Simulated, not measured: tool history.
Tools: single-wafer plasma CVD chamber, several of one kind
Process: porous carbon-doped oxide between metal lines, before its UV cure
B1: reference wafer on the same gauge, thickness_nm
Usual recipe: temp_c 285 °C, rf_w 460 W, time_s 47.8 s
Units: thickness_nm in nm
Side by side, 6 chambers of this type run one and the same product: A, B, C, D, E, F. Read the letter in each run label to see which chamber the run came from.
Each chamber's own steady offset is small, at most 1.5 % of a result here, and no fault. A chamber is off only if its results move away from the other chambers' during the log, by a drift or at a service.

Run 1A, hour 3.9: usual settings; B1 285.90. Result: thickness_nm 258.74 nm.
Run 2E, hour 10.0: usual settings; B1 285.88. Result: thickness_nm 260.33 nm.
Run 3F, hour 13.9: usual settings; B1 285.59. Result: thickness_nm 261.91 nm.
Run 4B, hour 18.8: usual settings; B1 285.75. Result: thickness_nm 260.73 nm.
Run 5D, hour 23.0: usual settings; B1 285.79. Result: thickness_nm 265.40 nm.
Run 6C, hour 29.8: usual settings; B1 285.84. Result: thickness_nm 261.76 nm.
Run 7A, hour 33.7: usual settings; B1 285.90. Result: thickness_nm 259.21 nm.
Run 8D, hour 39.6: usual settings; B1 286.37. Result: thickness_nm 264.56 nm.
Run 9E, hour 43.5: usual settings but temp_c 292 °C, rf_w 540 W; B1 285.74. Result: thickness_nm 277.24 nm.
Run 10C, hour 51.7: usual settings but temp_c 292 °C, rf_w 540 W; B1 286.07. Result: thickness_nm 278.80 nm.
Run 11F, hour 59.4: usual settings but temp_c 292 °C, rf_w 540 W; B1 286.23. Result: thickness_nm 283.95 nm.
Run 12B, hour 66.7: usual settings but temp_c 292 °C, rf_w 540 W; B1 286.34. Result: thickness_nm 279.28 nm.
Run 13B, hour 73.4: usual settings but temp_c 292 °C, rf_w 540 W; B1 286.30. Result: thickness_nm 281.68 nm.
Run 14C, hour 79.2: usual settings but temp_c 292 °C, rf_w 540 W; B1 286.10. Result: thickness_nm 279.60 nm.
Run 15A, hour 83.5: usual settings; B1 285.93. Result: thickness_nm 256.57 nm.
Run 16F, hour 90.3: usual settings but temp_c 273 °C, time_s 40.1 s; B1 286.06. Result: thickness_nm 242.28 nm.
Run 17E, hour 96.6: usual settings but temp_c 273 °C, time_s 40.1 s; B1 285.61. Result: thickness_nm 239.24 nm.
Run 18D, hour 101.6: usual settings but temp_c 273 °C, time_s 40.1 s; B1 285.99. Result: thickness_nm 241.46 nm.
Run 19A, hour 109.8: usual settings but temp_c 273 °C, time_s 40.1 s; B1 286.04. Result: thickness_nm 230.65 nm.
Run 20E, hour 113.6: usual settings but temp_c 273 °C, time_s 40.1 s; B1 286.09. Result: thickness_nm 241.07 nm.
Run 21D, hour 121.1: usual settings but temp_c 273 °C, time_s 40.1 s; B1 286.30. Result: thickness_nm 241.52 nm.
Run 22F, hour 127.2: usual settings; B1 286.26. Result: thickness_nm 264.54 nm.
Run 23B, hour 132.5: usual settings; B1 285.53. Result: thickness_nm 259.80 nm.
Run 24C, hour 139.8: usual settings; B1 286.35. Result: thickness_nm 261.37 nm.
Run 25A, hour 145.4: usual settings; B1 286.25. Result: thickness_nm 252.02 nm.
Run 26B, hour 151.7: usual settings but temp_c 292 °C; B1 286.06. Result: thickness_nm 247.04 nm.
Run 27D, hour 158.3: usual settings but temp_c 292 °C; B1 285.78. Result: thickness_nm 256.18 nm.
Run 28C, hour 165.3: usual settings but temp_c 292 °C; B1 286.17. Result: thickness_nm 252.02 nm.
Run 29F, hour 169.5: usual settings but temp_c 292 °C; B1 286.06. Result: thickness_nm 253.45 nm.
Run 30E, hour 175.6: usual settings but temp_c 292 °C; B1 285.77. Result: thickness_nm 251.21 nm.
Run 31F, hour 179.9: usual settings but temp_c 292 °C; B1 286.17. Result: thickness_nm 254.11 nm.
Run 32C, hour 184.2: usual settings; B1 285.81. Result: thickness_nm 261.56 nm.
Run 33B, hour 188.0: usual settings; B1 286.30. Result: thickness_nm 263.79 nm.
Run 34A, hour 192.0: usual settings; B1 286.21. Result: thickness_nm 246.53 nm.
Run 35E, hour 197.9: usual settings; B1 285.75. Result: thickness_nm 259.04 nm.
Run 36D, hour 201.4: usual settings; B1 285.83. Result: thickness_nm 263.20 nm.
Run 37A, hour 207.5: usual settings; B1 285.84. Result: thickness_nm 248.06 nm.
Run 38F, hour 214.3: usual settings but rf_w 490 W, time_s 53.0 s; B1 286.04. Result: thickness_nm 302.83 nm.
Run 39D, hour 218.9: usual settings but rf_w 490 W, time_s 53.0 s; B1 286.19. Result: thickness_nm 306.49 nm.
At hour 220.4: chamber B: thermocouple changed; heater temperature recalibrated.
Run 40E, hour 225.5: usual settings but rf_w 490 W, time_s 53.0 s; B1 286.28. Result: thickness_nm 304.13 nm.
Run 41C, hour 229.1: usual settings but rf_w 490 W, time_s 53.0 s; B1 286.11. Result: thickness_nm 303.26 nm.
Run 42B, hour 235.5: usual settings but rf_w 490 W, time_s 53.0 s; B1 285.99. Result: thickness_nm 302.70 nm.

One chamber off, gauge drift, or nothing amiss beyond the chambers' own small offsets? If it is a chamber, which one, and what is the likeliest cause?

Chamber A drifts away from the others.
Most likely cause: delivered RF power below the setpoint (%) = 7.96.

Below are 4 candidate recipes for chamber A's next run, each the usual settings with a change, their results shown as question marks. Which of them brings A's results back in line with what the other chambers give on the usual settings?
In line here means within this much of the mean the other chambers give on the usual settings: thickness_nm 5.20 nm
Run 43A-1, hour 241.4: usual settings but temp_c 286 °C, rf_w 445 W, time_s 45.9 s. Result: thickness_nm ?.
Run 43A-2, hour 241.4: usual settings but temp_c 289 °C. Result: thickness_nm ?.
Run 43A-3, hour 241.4: usual settings but temp_c 284 °C, rf_w 470 W. Result: thickness_nm ?.
Run 43A-4, hour 241.4: usual settings but time_s 51.4 s. Result: thickness_nm ?.

What the other chambers average on the usual settings: thickness_nm 262.78 nm
  run  thickness_nm
43A-1        226.74
43A-2        237.83
43A-3        249.48
43A-4        261.69
It is 43A-4 that realigns the chamber with its peers.
